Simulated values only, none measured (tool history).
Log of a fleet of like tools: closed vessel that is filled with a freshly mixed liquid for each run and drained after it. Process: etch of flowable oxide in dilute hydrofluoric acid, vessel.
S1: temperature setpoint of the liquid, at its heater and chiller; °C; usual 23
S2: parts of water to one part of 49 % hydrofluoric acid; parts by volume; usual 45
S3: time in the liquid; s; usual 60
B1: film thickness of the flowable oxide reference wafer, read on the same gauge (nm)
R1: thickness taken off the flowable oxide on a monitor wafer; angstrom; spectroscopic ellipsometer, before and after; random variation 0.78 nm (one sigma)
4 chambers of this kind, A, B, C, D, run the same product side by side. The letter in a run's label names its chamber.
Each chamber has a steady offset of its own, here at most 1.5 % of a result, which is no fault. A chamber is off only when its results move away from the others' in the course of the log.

run   hour  S1  S2  S3      B1      R1
 1A   13.9  23  45  60  79.984  914.32
 2B   21.4  23  45  60  79.960  909.65
 3C   30.8  23  45  60  80.027  932.87
 4D   43.2  23  45  60  80.004  930.05
 5A   56.9  23  45  60  80.022  917.21
 6C   72.3  23  55  75  79.996  936.99
 7D   83.3  23  55  75  80.021  943.28
 8B   97.6  23  55  75  80.030  927.68
 9D  108.4  23  55  75  79.984  933.63
10C  122.5  23  55  40  80.021  495.56
11B  134.1  23  55  40  79.967  495.38
12A  143.4  23  55  40  79.973  479.33
13A  150.4  23  55  40  79.988  490.05
14D  159.7  23  60  35  80.005  400.67
15B  170.9  23  60  35  79.966  390.01
16C  185.4  23  60  35  80.044  392.55
17C  200.7  23  60  35  80.003  389.04
18D  216.0  23  45  60  80.016  926.77
19B  229.7  23  45  60  79.965  916.85
20A  240.7  23  45  60  80.041  878.96
21C  250.7  23  45  60  80.014  929.86
22D  258.8  23  45  60  80.004  913.79
23B  272.8  23  45  60  79.993  915.61
24A  287.5  23  45  60  79.970  851.53
25C  295.7  23  45  60  79.965  925.76
26A  310.0  23  45  60  79.951  861.47
27D  321.3  23  45  60  79.968  928.70
28B  329.1  23  45  60  79.999  916.28
29C  344.4  23  45  60  79.985  928.21
30D  359.0  23  45  60  80.016  924.86

What goes on in this fleet: one chamber off, a drifting gauge, or nothing beyond the chambers' own small offsets? Name the chamber and the cause, if any.

Chamber A drifts away from the others.
Cause: liquid colder than its thermometer reads (K) = 2.05.
The log may not tell that from: hydrofluoric acid flow below the setpoint (%).

Here are 4 candidates for chamber A's next run, each the usual settings with a change, their results left as question marks. Which one brings its results back in line with what the others give on the usual settings?
In line means no further than this from the other chambers' mean on the usual settings: R1 27.00 angstrom
31A-1  370.1  23.0  45  65       ?
31A-2  370.1  18.5  45  60       ?
31A-3  370.1  27.5  45  60       ?
31A-4  370.1  23.0  45  55       ?

The other chambers' mean on the usual settings: R1 921.44 angstrom
  run       R1
31A-1   911.48
31A-2   695.30
31A-3  1011.60
31A-4   771.26
31A-1 brings the chamber back in line.
